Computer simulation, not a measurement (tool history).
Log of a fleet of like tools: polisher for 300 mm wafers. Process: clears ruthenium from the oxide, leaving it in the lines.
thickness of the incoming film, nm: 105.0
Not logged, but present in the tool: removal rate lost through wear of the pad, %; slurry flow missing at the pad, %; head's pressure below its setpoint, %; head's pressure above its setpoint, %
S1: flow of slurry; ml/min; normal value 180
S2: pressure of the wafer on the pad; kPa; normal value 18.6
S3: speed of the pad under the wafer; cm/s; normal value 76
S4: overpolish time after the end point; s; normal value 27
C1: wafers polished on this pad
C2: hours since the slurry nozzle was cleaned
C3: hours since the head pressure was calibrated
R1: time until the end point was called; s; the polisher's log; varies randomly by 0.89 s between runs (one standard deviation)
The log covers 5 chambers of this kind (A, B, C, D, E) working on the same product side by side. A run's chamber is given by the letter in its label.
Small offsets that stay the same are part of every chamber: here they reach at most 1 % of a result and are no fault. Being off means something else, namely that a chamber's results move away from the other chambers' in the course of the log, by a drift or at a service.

| run | hour | S1 | S2 | S3 | S4 | C1 | C2 | C3 | R1 |
|---|---|---|---|---|---|---|---|---|---|
| 1C | 9.3 | 180 | 18.6 | 76 | 27 | 419 | 73.4 | 929.9 | 79.074 |
|  | 13.7 | chamber A: worn pad replaced by a new one |
| 2B | 18.3 | 180 | 18.6 | 76 | 27 | 338 | 106.1 | 168.4 | 77.257 |
| 3D | 23.4 | 180 | 18.6 | 76 | 27 | 442 | 117.4 | 689.3 | 77.907 |
| 4E | 31.8 | 180 | 18.6 | 76 | 27 | 857 | 318 | 493.3 | 79.423 |
| 5A | 41.5 | 180 | 18.6 | 76 | 27 | 215 | 64.1 | 287 | 77.284 |
|  | 44.5 | chamber B: worn pad replaced by a new one |
| 6A | 48.8 | 180 | 18.6 | 76 | 27 | 272 | 71.4 | 294.3 | 77.451 |
| 7E | 58.5 | 180 | 18.6 | 76 | 27 | 1064 | 344.7 | 520 | 78.463 |
|  | 59.3 | chamber E: slurry nozzle cleaned |
|  | 60.6 | chamber C: worn pad replaced by a new one |
| 8D | 65.9 | 180 | 18.6 | 92 | 27 | 772 | 159.9 | 731.8 | 65.168 |
| 9C | 74.1 | 180 | 18.6 | 92 | 27 | 104 | 138.2 | 994.7 | 65.66 |
| 10B | 79.9 | 180 | 18.6 | 92 | 27 | 274 | 167.7 | 230 | 64.638 |
| 11C | 85.3 | 180 | 18.6 | 92 | 27 | 191 | 149.4 | 1005.9 | 65.357 |
| 12E | 94.5 | 180 | 18.6 | 92 | 27 | 1344 | 35.3 | 556 | 64.81 |
| 13A | 103.5 | 180 | 18.6 | 76 | 27 | 696 | 126.1 | 349 | 76.39 |
| 14D | 111.1 | 135 | 18.6 | 76 | 14 | 1123 | 205.1 | 777 | 81.246 |
|  | 112.6 | chamber B: worn pad replaced by a new one |
| 15B | 116.4 | 135 | 18.6 | 76 | 14 | 29 | 204.2 | 266.5 | 83.187 |
| 16D | 121.5 | 135 | 18.6 | 76 | 14 | 1204 | 215.5 | 787.4 | 84.338 |
| 17C | 130.1 | 135 | 18.6 | 76 | 14 | 539 | 194.2 | 1050.7 | 81.653 |
| 18A | 135.5 | 135 | 18.6 | 76 | 14 | 945 | 158.1 | 381 | 83.071 |
| 19E | 142.1 | 180 | 18.6 | 76 | 27 | 1713 | 82.9 | 603.6 | 82.936 |
|  | 142.7 | chamber D: worn pad replaced by a new one |
| 20B | 150.2 | 180 | 18.6 | 76 | 27 | 291 | 238 | 300.3 | 77.703 |
| 21E | 157.2 | 180 | 18.6 | 76 | 27 | 1830 | 98 | 618.7 | 81.943 |
| 22B | 166.8 | 180 | 18.6 | 76 | 27 | 420 | 254.6 | 316.9 | 78.535 |
| 23C | 174 | 180 | 13.8 | 76 | 20 | 880 | 238.1 | 1094.6 | 105.65 |
|  | 180.3 | chamber A: worn pad replaced by a new one |
| 24D | 180.5 | 180 | 13.8 | 76 | 20 | 293 | 274.5 | 846.4 | 106.06 |
|  | 183.5 | chamber C: worn pad replaced by a new one |
|  | 186 | chamber B: worn pad replaced by a new one |
| 25A | 190 | 180 | 13.8 | 76 | 20 | 75 | 212.6 | 435.5 | 101.84 |
| 26C | 199.2 | 180 | 13.8 | 76 | 20 | 122 | 263.3 | 1119.8 | 104.25 |
| 27D | 206.1 | 180 | 13.8 | 76 | 20 | 492 | 300.1 | 872 | 104.55 |
| 28B | 211.7 | 180 | 18.6 | 76 | 27 | 199 | 299.5 | 361.8 | 76.349 |
| 29A | 220.9 | 180 | 18.6 | 76 | 27 | 315 | 243.5 | 466.4 | 77.086 |
| 30E | 228.1 | 210 | 18.6 | 76 | 27 | 2380 | 168.9 | 689.6 | 82.401 |

Each of the 5 chambers runs these same settings next. Fill in every chamber's results:
| 31A | 235.5 | 180 | 18.6 | 76 | 27 |  |  |  | ? |
| 31B | 235.5 | 180 | 18.6 | 76 | 27 |  |  |  | ? |
| 31C | 235.5 | 180 | 18.6 | 76 | 27 |  |  |  | ? |
| 31D | 235.5 | 180 | 18.6 | 76 | 27 |  |  |  | ? |
| 31E | 235.5 | 180 | 18.6 | 76 | 27 |  |  |  | ? |

| run | R1 |
|---|---|
| 31A | 75.774 |
| 31B | 79.237 |
| 31C | 78.176 |
| 31D | 77.764 |
| 31E | 84.323 |

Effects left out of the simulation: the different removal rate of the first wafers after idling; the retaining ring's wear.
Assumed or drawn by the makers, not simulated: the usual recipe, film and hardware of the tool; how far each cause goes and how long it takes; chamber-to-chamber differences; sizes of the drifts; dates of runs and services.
